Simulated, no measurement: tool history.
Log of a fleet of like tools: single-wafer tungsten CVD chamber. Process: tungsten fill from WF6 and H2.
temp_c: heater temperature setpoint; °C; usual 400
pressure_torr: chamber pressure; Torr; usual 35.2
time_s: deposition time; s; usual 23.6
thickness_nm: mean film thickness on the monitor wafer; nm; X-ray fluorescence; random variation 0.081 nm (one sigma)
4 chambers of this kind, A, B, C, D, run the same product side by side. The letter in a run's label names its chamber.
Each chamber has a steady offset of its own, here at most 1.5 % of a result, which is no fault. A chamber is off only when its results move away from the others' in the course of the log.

run	hour	temp_c	pressure_torr	time_s	hours since the last thermocouple change	hours since the last manometer calibration	read-back reference wafer on the same gauge, thickness_nm	thickness_nm
# hour 1.0: chamber C: thermocouple changed; heater temperature recalibrated
1D	9.9	400	35.2	23.6	858.1	102.9	71.367	74.281
2B	19.6	400	35.2	23.6	1591.2	1236.9	71.359	74.826
3C	26.4	400	35.2	23.6	25.5	1187.3	71.351	73.758
4A	33.4	400	35.2	23.6	1780.9	1828.9	71.351	73.654
5C	43.2	400	35.2	23.6	42.3	1204.1	71.345	73.705
6B	53.8	400	35.2	23.6	1625.4	1271.1	71.332	74.676
7D	59.1	405	35.2	23.6	907.3	152.1	71.319	81.117
8A	68.2	405	35.2	23.6	1815.7	1863.7	71.325	80.170
9A	76.7	405	35.2	23.6	1824.2	1872.2	71.298	80.329
10D	87.1	405	35.2	23.6	935.3	180.1	71.299	80.895
11B	96.6	400	35.2	23.6	1668.2	1313.9	71.285	74.861
# hour 99.6: chamber B: capacitance manometer re-zeroed and calibrated
12C	105.5	400	35.2	23.6	104.6	1266.4	71.282	73.654
13A	110.4	400	35.2	23.6	1857.9	1905.9	71.252	73.460
14C	117.7	400	35.2	23.6	116.8	1278.6	71.253	73.576
15B	122.8	400	35.2	23.6	1694.4	23.3	71.228	74.566
16D	128.2	400	35.2	23.6	976.4	221.2	71.239	74.293
17B	135.5	400	35.2	23.6	1707.1	36.0	71.228	74.736
18A	142.3	400	35.2	23.6	1889.8	1937.8	71.242	73.387
19C	151.0	400	35.2	23.6	150.1	1311.9	71.191	73.531
20D	161.6	400	35.2	23.6	1009.8	254.6	71.205	74.177
21A	168.6	400	35.2	23.6	1916.1	1964.1	71.208	73.374
22C	177.1	411	43.5	23.6	176.2	1338.0	71.200	98.708
23D	187.0	411	43.5	23.6	1035.2	280.0	71.170	98.732
24B	196.0	411	43.5	23.6	1767.6	96.5	71.155	99.716
25B	203.3	411	43.5	23.6	1774.9	103.8	71.162	99.683
# hour 206.8: chamber C: capacitance manometer re-zeroed and calibrated
26C	209.6	400	35.2	23.6	208.7	2.8	71.126	73.500
27D	219.2	412	39.4	23.6	1067.4	312.2	71.151	96.024
28A	224.8	412	39.4	23.6	1972.3	2020.3	71.141	94.996
29B	230.4	412	39.4	23.6	1802.0	130.9	71.143	96.516
30A	238.3	412	39.4	23.6	1985.8	2033.8	71.113	94.878
31C	244.7	400	35.2	23.6	243.8	37.9	71.100	73.479
32D	253.7	400	35.2	23.6	1101.9	346.7	71.102	74.173
33D	258.7	400	35.2	23.6	1106.9	351.7	71.095	74.097
34C	263.6	400	35.2	23.6	262.7	56.8	71.087	73.335

What goes on in this fleet: one chamber off, a drifting gauge, or nothing beyond the chambers' own small offsets? Name the chamber and the cause, if any.

The gauge drifts, so all chambers seem to drift together. No chamber is off.
Cause: gauge reads low (%) = 0.453.
